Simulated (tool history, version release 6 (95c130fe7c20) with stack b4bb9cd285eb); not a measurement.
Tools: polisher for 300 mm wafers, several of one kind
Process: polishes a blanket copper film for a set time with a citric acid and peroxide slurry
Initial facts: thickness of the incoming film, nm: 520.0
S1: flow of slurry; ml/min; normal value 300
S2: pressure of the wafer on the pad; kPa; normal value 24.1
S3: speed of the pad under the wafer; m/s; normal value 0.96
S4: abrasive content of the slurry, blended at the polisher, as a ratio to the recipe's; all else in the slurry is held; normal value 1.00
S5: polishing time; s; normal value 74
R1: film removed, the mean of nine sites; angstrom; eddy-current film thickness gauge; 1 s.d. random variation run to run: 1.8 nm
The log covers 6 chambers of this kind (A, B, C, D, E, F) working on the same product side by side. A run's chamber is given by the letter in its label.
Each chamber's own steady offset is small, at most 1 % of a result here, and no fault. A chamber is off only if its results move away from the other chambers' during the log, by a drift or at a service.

run,hour,S1,S2,S3,S4,S5,R1
# hour 6.3: chamber F: slurry nozzle cleaned
1F,7.2,300,24.1,0.96,1.00,74,1778.3
2E,14.8,300,24.1,0.96,1.00,74,1733.1
3A,20.2,300,24.1,0.96,1.00,74,1784.5
# hour 24.5: chamber D: slurry blender recalibrated
4C,26.0,300,24.1,0.96,1.00,74,1771.3
# hour 26.6: chamber D: worn pad replaced by a new one
# hour 31.7: chamber F: worn pad replaced by a new one
5B,32.5,300,24.1,0.96,1.00,74,1756.4
6D,40.4,300,24.1,0.96,1.00,74,1821.6
# hour 41.0: chamber E: slurry blender recalibrated
7F,45.1,300,24.1,0.96,1.00,74,1786.7
8A,50.6,300,24.1,0.96,1.00,74,1800.0
# hour 53.8: chamber B: worn pad replaced by a new one
9D,58.8,300,24.1,0.96,1.00,74,1777.7
10C,66.8,300,24.1,0.74,1.00,74,1364.1
11E,72.3,300,24.1,0.74,1.00,74,1401.7
12B,77.6,300,24.1,0.74,1.00,74,1367.3
# hour 83.7: chamber B: slurry blender recalibrated
13A,84.0,300,24.1,0.74,1.00,74,1399.9
# hour 89.4: chamber D: slurry nozzle cleaned
14B,89.4,300,24.1,0.74,1.00,74,1369.2
15D,94.8,300,24.1,0.74,1.00,74,1360.9
16E,100.8,300,24.1,0.96,1.00,74,1759.4
# hour 103.1: chamber A: worn pad replaced by a new one
17C,104.9,300,24.1,0.96,1.00,74,1738.6
# hour 106.4: chamber A: slurry blender recalibrated
# hour 110.5: chamber F: slurry blender recalibrated
# hour 110.9: chamber D: worn pad replaced by a new one
18F,112.3,300,24.1,0.96,1.00,74,1793.4
# hour 113.0: chamber E: slurry nozzle cleaned
19D,121.0,300,24.1,0.96,1.00,74,1790.4
20F,126.1,300,24.1,0.96,1.00,74,1780.7
# hour 127.9: chamber C: head pressure recalibrated
21B,130.8,300,24.1,0.96,1.00,74,1754.6
22E,139.1,300,24.1,0.96,1.00,74,1761.3
# hour 143.5: chamber B: worn pad replaced by a new one
23C,144.2,300,24.1,0.96,1.00,74,1546.7
24A,149.1,300,24.1,0.96,1.00,74,1804.8
# hour 151.1: chamber C: worn pad replaced by a new one
25E,154.8,300,24.1,0.96,1.00,74,1779.7
26C,159.9,300,24.1,0.96,1.00,74,1563.8
27B,168.0,300,24.1,0.96,1.00,74,1761.7
28D,172.0,300,24.1,0.96,1.00,74,1806.6
29F,178.8,300,24.1,0.96,1.00,74,1813.3
# hour 183.6: chamber C: slurry blender recalibrated
# hour 185.7: chamber E: worn pad replaced by a new one
30A,185.7,300,24.1,0.96,1.00,74,1795.9
31A,192.3,300,24.1,0.74,0.80,74,1308.5
# hour 192.6: chamber D: worn pad replaced by a new one
32E,200.4,300,24.1,0.74,0.80,74,1288.3
33D,206.3,300,24.1,0.74,0.80,74,1336.3
34F,213.8,300,24.1,0.74,0.80,74,1328.6
35B,217.8,300,24.1,0.74,0.80,74,1312.1
# hour 219.7: chamber A: worn pad replaced by a new one
36C,223.8,300,24.1,0.74,0.80,74,1128.3
# hour 226.3: chamber F: worn pad replaced by a new one
37A,227.8,300,24.1,1.08,1.15,74,2067.1
38E,231.7,300,24.1,1.08,1.15,74,2033.3
# hour 232.4: chamber B: worn pad replaced by a new one
39F,236.3,300,24.1,1.08,1.15,74,2078.0
40B,241.8,300,24.1,1.08,1.15,74,2054.2
41D,248.4,300,24.1,1.08,1.15,74,2048.6
42C,253.9,300,24.1,1.08,1.15,74,1824.4
43B,258.2,400,24.1,0.96,1.00,74,1785.9
44C,263.8,400,24.1,0.96,1.00,74,1591.4

Does one chamber stand apart from the rest, does the shared gauge drift, or is all well apart from small per-chamber offsets? Give the chamber and the most likely cause, where there is one.

The work done on chamber C during a service left it standing apart from the others.
Cause: head's pressure below its setpoint, % = 11.7.

Which of the 4 candidates below, each the usual settings with something changed and its results left as question marks, puts chamber C back in line with what the other chambers give on the usual settings?
In-line tolerance around the mean of the other chambers on the usual settings: R1 63.0 angstrom
45C-1,270.2,305,27.6,0.96,1.00,74,?
45C-2,270.2,300,24.1,0.98,1.00,75,?
45C-3,270.2,300,24.1,0.92,1.00,74,?
45C-4,270.2,300,24.1,0.84,1.00,74,?

Average result of the remaining chambers running the usual settings: R1 1779.3 angstrom
run,R1
45C-1,1785.9
45C-2,1619.1
45C-3,1501.3
45C-4,1373.1
The right change is 45C-1: it brings the chamber back within the allowed miss of the others.
